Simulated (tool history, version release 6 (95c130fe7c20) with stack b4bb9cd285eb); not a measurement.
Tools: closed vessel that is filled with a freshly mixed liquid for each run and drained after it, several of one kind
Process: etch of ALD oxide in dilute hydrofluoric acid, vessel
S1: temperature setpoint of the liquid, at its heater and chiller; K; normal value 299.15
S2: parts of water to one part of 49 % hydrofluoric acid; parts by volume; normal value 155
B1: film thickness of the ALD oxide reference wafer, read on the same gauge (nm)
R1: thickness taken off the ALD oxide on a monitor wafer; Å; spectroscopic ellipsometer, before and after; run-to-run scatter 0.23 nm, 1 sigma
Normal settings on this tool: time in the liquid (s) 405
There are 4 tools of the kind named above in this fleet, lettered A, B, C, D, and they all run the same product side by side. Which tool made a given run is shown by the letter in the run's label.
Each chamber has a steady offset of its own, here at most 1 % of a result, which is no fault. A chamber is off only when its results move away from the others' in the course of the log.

-- hour=5.7 chamber B: thermometer replaced
run 1D hour=7.7 | S1=299.15 S2=155 time_in_the_liquid_(s)=405 | B1=140.01 | R1=388.83
run 2A hour=16.3 | S1=299.15 S2=155 time_in_the_liquid_(s)=405 | B1=140.01 | R1=382.89
run 3B hour=24.2 | S1=299.15 S2=155 time_in_the_liquid_(s)=405 | B1=140.01 | R1=389.84
run 4C hour=34.1 | S1=299.15 S2=155 time_in_the_liquid_(s)=405 | B1=139.99 | R1=384.39
run 5C hour=47.1 | S1=299.15 S2=155 time_in_the_liquid_(s)=405 | B1=140 | R1=383.35
run 6A hour=58.7 | S1=299.15 S2=155 time_in_the_liquid_(s)=405 | B1=140 | R1=388.5
run 7D hour=70.6 | S1=299.15 S2=155 time_in_the_liquid_(s)=405 | B1=139.98 | R1=388.75
run 8B hour=77.5 | S1=299.15 S2=155 time_in_the_liquid_(s)=405 | B1=140.02 | R1=389.66
run 9B hour=89.7 | S1=299.15 S2=155 time_in_the_liquid_(s)=405 | B1=140.01 | R1=386.85
run 10D hour=102.8 | S1=299.15 S2=155 time_in_the_liquid_(s)=405 | B1=139.98 | R1=387.15
run 11A hour=113.1 | S1=299.15 S2=155 time_in_the_liquid_(s)=405 | B1=140 | R1=387.14
run 12C hour=124.7 | S1=299.15 S2=205 time_in_the_liquid_(s)=580 | B1=140 | R1=397.23
run 13A hour=132.8 | S1=299.15 S2=205 time_in_the_liquid_(s)=580 | B1=139.98 | R1=394.17
run 14D hour=140.1 | S1=299.15 S2=205 time_in_the_liquid_(s)=580 | B1=140 | R1=400.45
run 15B hour=152.2 | S1=299.15 S2=205 time_in_the_liquid_(s)=580 | B1=140.01 | R1=393.83
run 16C hour=164.9 | S1=299.15 S2=155 time_in_the_liquid_(s)=405 | B1=139.98 | R1=387.6
run 17A hour=179.1 | S1=299.15 S2=155 time_in_the_liquid_(s)=405 | B1=140.02 | R1=387.69
run 18B hour=185.9 | S1=299.15 S2=155 time_in_the_liquid_(s)=405 | B1=140 | R1=386.2
run 19D hour=196 | S1=299.15 S2=155 time_in_the_liquid_(s)=405 | B1=140 | R1=392.81
run 20C hour=205 | S1=299.15 S2=155 time_in_the_liquid_(s)=405 | B1=140.01 | R1=386.71
run 21A hour=219.1 | S1=299.15 S2=155 time_in_the_liquid_(s)=405 | B1=140 | R1=383.24
run 22C hour=231.1 | S1=296.65 S2=100 time_in_the_liquid_(s)=405 | B1=140 | R1=584.67
run 23D hour=245.7 | S1=296.65 S2=100 time_in_the_liquid_(s)=405 | B1=139.99 | R1=585.81
run 24B hour=253.7 | S1=296.65 S2=100 time_in_the_liquid_(s)=405 | B1=140.02 | R1=584.11
run 25D hour=267.4 | S1=296.65 S2=100 time_in_the_liquid_(s)=405 | B1=140 | R1=590.55
run 26C hour=281.5 | S1=299.15 S2=155 time_in_the_liquid_(s)=405 | B1=140.01 | R1=398.25
run 27B hour=289.8 | S1=299.15 S2=155 time_in_the_liquid_(s)=405 | B1=140 | R1=381.74
run 28A hour=298.9 | S1=299.15 S2=155 time_in_the_liquid_(s)=405 | B1=139.99 | R1=389.1
-- hour=304.5 chamber B: hydrofluoric acid flow meter replaced
run 29C hour=308.5 | S1=299.15 S2=155 time_in_the_liquid_(s)=405 | B1=140.02 | R1=401.4
run 30A hour=314.9 | S1=295.15 S2=155 time_in_the_liquid_(s)=475 | B1=139.99 | R1=389.02
run 31B hour=323 | S1=295.15 S2=155 time_in_the_liquid_(s)=475 | B1=140.01 | R1=390.95
run 32D hour=332.5 | S1=295.15 S2=155 time_in_the_liquid_(s)=475 | B1=140.01 | R1=390.93
run 33B hour=342.8 | S1=295.15 S2=155 time_in_the_liquid_(s)=475 | B1=139.97 | R1=389.31
run 34D hour=355.7 | S1=299.15 S2=155 time_in_the_liquid_(s)=405 | B1=140.02 | R1=386.2
run 35C hour=367.3 | S1=299.15 S2=155 time_in_the_liquid_(s)=405 | B1=140.03 | R1=400.19
run 36A hour=377.2 | S1=299.15 S2=155 time_in_the_liquid_(s)=405 | B1=139.99 | R1=388.94
run 37C hour=387.8 | S1=299.15 S2=155 time_in_the_liquid_(s)=405 | B1=139.98 | R1=406.21
run 38B hour=396.3 | S1=299.15 S2=155 time_in_the_liquid_(s)=405 | B1=139.98 | R1=390.45
run 39A hour=407.2 | S1=299.15 S2=155 time_in_the_liquid_(s)=405 | B1=140.03 | R1=387.48
run 40D hour=421.2 | S1=299.15 S2=155 time_in_the_liquid_(s)=405 | B1=140 | R1=389.55
run 41C hour=430.8 | S1=299.15 S2=155 time_in_the_liquid_(s)=405 | B1=140 | R1=413.35

All chambers now run identical settings, listed one chamber a line with results as question marks. What results will each chamber show?
run 42A hour=441.3 | S1=303.15 S2=155 time_in_the_liquid_(s)=405 | R1=?
run 42B hour=441.3 | S1=303.15 S2=155 time_in_the_liquid_(s)=405 | R1=?
run 42C hour=441.3 | S1=303.15 S2=155 time_in_the_liquid_(s)=405 | R1=?
run 42D hour=441.3 | S1=303.15 S2=155 time_in_the_liquid_(s)=405 | R1=?

run=42A R1=447.93
run=42B R1=447.79
run=42C R1=475.1
run=42D R1=453.15

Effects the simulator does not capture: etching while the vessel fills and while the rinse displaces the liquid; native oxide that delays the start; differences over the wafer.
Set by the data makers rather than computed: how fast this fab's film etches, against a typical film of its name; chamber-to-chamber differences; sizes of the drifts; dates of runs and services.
